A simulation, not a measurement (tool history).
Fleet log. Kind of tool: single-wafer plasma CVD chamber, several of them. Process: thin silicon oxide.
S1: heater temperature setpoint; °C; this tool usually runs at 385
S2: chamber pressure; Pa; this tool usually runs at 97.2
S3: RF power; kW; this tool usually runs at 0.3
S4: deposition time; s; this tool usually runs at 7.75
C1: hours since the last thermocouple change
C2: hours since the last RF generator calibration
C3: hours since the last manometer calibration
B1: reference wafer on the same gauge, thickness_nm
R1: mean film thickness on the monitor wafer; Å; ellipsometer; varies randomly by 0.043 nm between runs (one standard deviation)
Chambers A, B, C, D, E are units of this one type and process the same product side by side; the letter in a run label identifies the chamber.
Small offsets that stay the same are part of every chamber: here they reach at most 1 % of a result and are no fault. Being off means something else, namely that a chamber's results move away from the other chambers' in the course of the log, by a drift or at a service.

Run 1B, day 0.225: usual settings; C1 1892.8; C2 810.3; C3 1313.5; B1 15.314. Result: R1 131.41 Å.
At day 0.333: chamber B: thermocouple changed; heater temperature recalibrated.
Run 2D, day 0.462: usual settings; C1 1201.6; C2 64.3; C3 160.9; B1 15.291. Result: R1 131.19 Å.
Run 3E, day 0.617: usual settings; C1 378.7; C2 797.8; C3 1771.2; B1 15.301. Result: R1 133 Å.
Run 4C, day 0.733: usual settings; C1 962.5; C2 1564.1; C3 64.8; B1 15.283. Result: R1 131.99 Å.
Run 5A, day 0.892: usual settings; C1 250.3; C2 60.2; C3 504; B1 15.301. Result: R1 132.52 Å.
Run 6B, day 1.121: usual settings but S1 399 °C, S4 8.24 s; C1 18.9; C2 831.8; C3 1335; B1 15.299. Result: R1 138.41 Å.
Run 7A, day 1.304: usual settings but S1 399 °C, S4 8.24 s; C1 260.2; C2 70.1; C3 513.9; B1 15.304. Result: R1 139.4 Å.
Run 8D, day 1.425: usual settings but S1 399 °C, S4 8.24 s; C1 1224.7; C2 87.4; C3 184; B1 15.295. Result: R1 138.33 Å.
Run 9E, day 1.679: usual settings but S1 399 °C, S4 8.24 s; C1 404.2; C2 823.3; C3 1796.7; B1 15.299. Result: R1 139.43 Å.
At day 1.812: chamber E: capacitance manometer re-zeroed and calibrated.
Run 10C, day 1.925: usual settings but S1 399 °C, S4 8.24 s; C1 991.1; C2 1592.7; C3 93.4; B1 15.283. Result: R1 138.82 Å.
Run 11E, day 2.088: usual settings; C1 414; C2 833.1; C3 6.6; B1 15.315. Result: R1 136.1 Å.
Run 12D, day 2.204: usual settings; C1 1243.4; C2 106.1; C3 202.7; B1 15.305. Result: R1 131.1 Å.
Run 13A, day 2.333: usual settings; C1 284.9; C2 94.8; C3 538.6; B1 15.295. Result: R1 133.27 Å.
Run 14B, day 2.575: usual settings; C1 53.8; C2 866.7; C3 1369.9; B1 15.29. Result: R1 130.99 Å.
Run 15C, day 2.696: usual settings; C1 1009.6; C2 1611.2; C3 111.9; B1 15.304. Result: R1 132.29 Å.
Run 16D, day 2.954: usual settings; C1 1261.4; C2 124.1; C3 220.7; B1 15.313. Result: R1 131.45 Å.
Run 17A, day 3.154: usual settings; C1 304.6; C2 114.5; C3 558.3; B1 15.302. Result: R1 132.22 Å.
Run 18E, day 3.404: usual settings; C1 445.6; C2 864.7; C3 38.2; B1 15.29. Result: R1 135.81 Å.
Run 19B, day 3.583: usual settings; C1 78; C2 890.9; C3 1394.1; B1 15.287. Result: R1 129.94 Å.
Run 20C, day 3.8: usual settings; C1 1036.1; C2 1637.7; C3 138.4; B1 15.3. Result: R1 132.35 Å.
Run 21E, day 3.967: usual settings; C1 459.1; C2 878.2; C3 51.7; B1 15.305. Result: R1 136.53 Å.
Run 22D, day 4.179: usual settings; C1 1290.8; C2 153.5; C3 250.1; B1 15.297. Result: R1 130.63 Å.
Run 23A, day 4.388: usual settings; C1 334.2; C2 144.1; C3 587.9; B1 15.309. Result: R1 132.26 Å.
Run 24C, day 4.583: usual settings; C1 1054.9; C2 1656.5; C3 157.2; B1 15.304. Result: R1 131.19 Å.
Run 25B, day 4.708: usual settings; C1 105; C2 917.9; C3 1421.1; B1 15.31. Result: R1 130.82 Å.
At day 4.783: chamber B: capacitance manometer re-zeroed and calibrated.
Run 26D, day 4.829: usual settings; C1 1306.4; C2 169.1; C3 265.7; B1 15.298. Result: R1 131.25 Å.
Run 27C, day 4.95: usual settings; C1 1063.7; C2 1665.3; C3 166; B1 15.303. Result: R1 131.23 Å.
Run 28E, day 5.092: usual settings; C1 486.1; C2 905.2; C3 78.7; B1 15.302. Result: R1 137.19 Å.
Run 29B, day 5.229: usual settings; C1 117.5; C2 930.4; C3 10.7; B1 15.31. Result: R1 130.9 Å.
Run 30A, day 5.471: usual settings; C1 360.2; C2 170.1; C3 613.9; B1 15.3. Result: R1 132.5 Å.
Run 31E, day 5.6: usual settings; C1 498.3; C2 917.4; C3 90.9; B1 15.296. Result: R1 136.61 Å.
Run 32B, day 5.725: usual settings; C1 129.4; C2 942.3; C3 22.6; B1 15.301. Result: R1 130.8 Å.
Run 33C, day 5.983: usual settings; C1 1088.5; C2 1690.1; C3 190.8; B1 15.292. Result: R1 132.1 Å.

One chamber off, gauge drift, or nothing amiss beyond the chambers' own small offsets? If it is a chamber, which one, and what is the likeliest cause?

A service on chamber E put it out of line with the rest.
Most likely cause: true pressure above the setpoint (%) = 3.62.

Which of the 4 candidates below, each the usual settings with something changed and its results left as question marks, puts chamber E back in line with what the other chambers give on the usual settings?
Counts as in line when no further than this from what the other chambers average on the usual settings: R1 1.5 Å
Run 34E-1, day 6.171: usual settings but S2 98.3 Pa, S4 7.81 s. Result: R1 ?.
Run 34E-2, day 6.171: usual settings but S2 96.1 Pa, S4 7.69 s. Result: R1 ?.
Run 34E-3, day 6.171: usual settings but S2 94.8 Pa, S4 7.63 s. Result: R1 ?.
Run 34E-4, day 6.171: usual settings but S2 100.8 Pa, S3 0.305 kW. Result: R1 ?.

The other chambers' mean on the usual settings: R1 131.48 Å
  run      R1
34E-1  139.72
34E-2   134.7
34E-3  131.74
34E-4  142.99
The right change is 34E-3: it brings the chamber back within the allowed miss of the others.
